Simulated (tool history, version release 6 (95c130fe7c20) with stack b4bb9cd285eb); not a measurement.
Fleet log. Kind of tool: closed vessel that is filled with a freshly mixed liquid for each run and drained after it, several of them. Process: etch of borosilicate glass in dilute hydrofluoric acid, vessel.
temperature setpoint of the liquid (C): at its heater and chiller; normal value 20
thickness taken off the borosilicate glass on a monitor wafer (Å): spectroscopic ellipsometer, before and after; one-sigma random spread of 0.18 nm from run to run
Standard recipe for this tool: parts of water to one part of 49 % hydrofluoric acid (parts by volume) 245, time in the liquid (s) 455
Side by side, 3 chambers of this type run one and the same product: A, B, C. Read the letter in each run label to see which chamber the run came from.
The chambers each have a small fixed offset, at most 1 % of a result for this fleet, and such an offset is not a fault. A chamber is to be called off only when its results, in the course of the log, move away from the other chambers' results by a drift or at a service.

run	hour	temperature setpoint of the liquid (C)	parts of water to one part of 49 % hydrofluoric acid (parts by volume)	time in the liquid (s)	read-back film thickness of the borosilicate glass reference wafer, read on the same gauge (nm)	thickness taken off the borosilicate glass on a monitor wafer (Å)
1B	4.5	20	245	455	130.01	332.6
2C	11.3	20	245	455	130.03	339.63
3A	16.1	20	245	455	130	332.6
4C	22.6	20	245	455	130	335.9
5B	28.9	20	245	455	130	335.7
6A	34.3	20	245	455	129.97	333.93
7C	40.8	20	245	455	130	335.75
8A	46.3	20	245	455	130	332.98
9B	50.3	20	245	455	129.99	335.59
10A	55.5	17	195	455	130	388.12
11C	62.3	17	195	455	130	393.57
12B	66.7	17	195	455	130.01	394.3
13A	70.8	20	245	455	129.99	336.81
14C	75.8	20	245	455	130	334.94
15B	79	20	245	455	129.98	335.55
16A	82.6	20	245	455	129.99	336.78
17B	88	20	245	455	130.01	332.85
18C	93.4	20	245	455	130	337.65
19B	96.7	20	245	455	129.99	333.13
20A	100.8	20	245	455	130.01	336.3
21C	107	20	245	455	130.03	338.71
22C	112.6	25	245	330	129.97	290.88
23A	116.6	25	245	330	130	293.29
24B	120.2	25	245	330	130.01	292.86
25A	123.4	20	245	455	130	331.83
26C	127.1	20	245	455	130	336.63

What goes on in this fleet: one chamber off, a drifting gauge, or nothing beyond the chambers' own small offsets? Name the chamber and the cause, if any.

Nothing is wrong: each chamber keeps only its own small, steady offset and the gauge holds still.
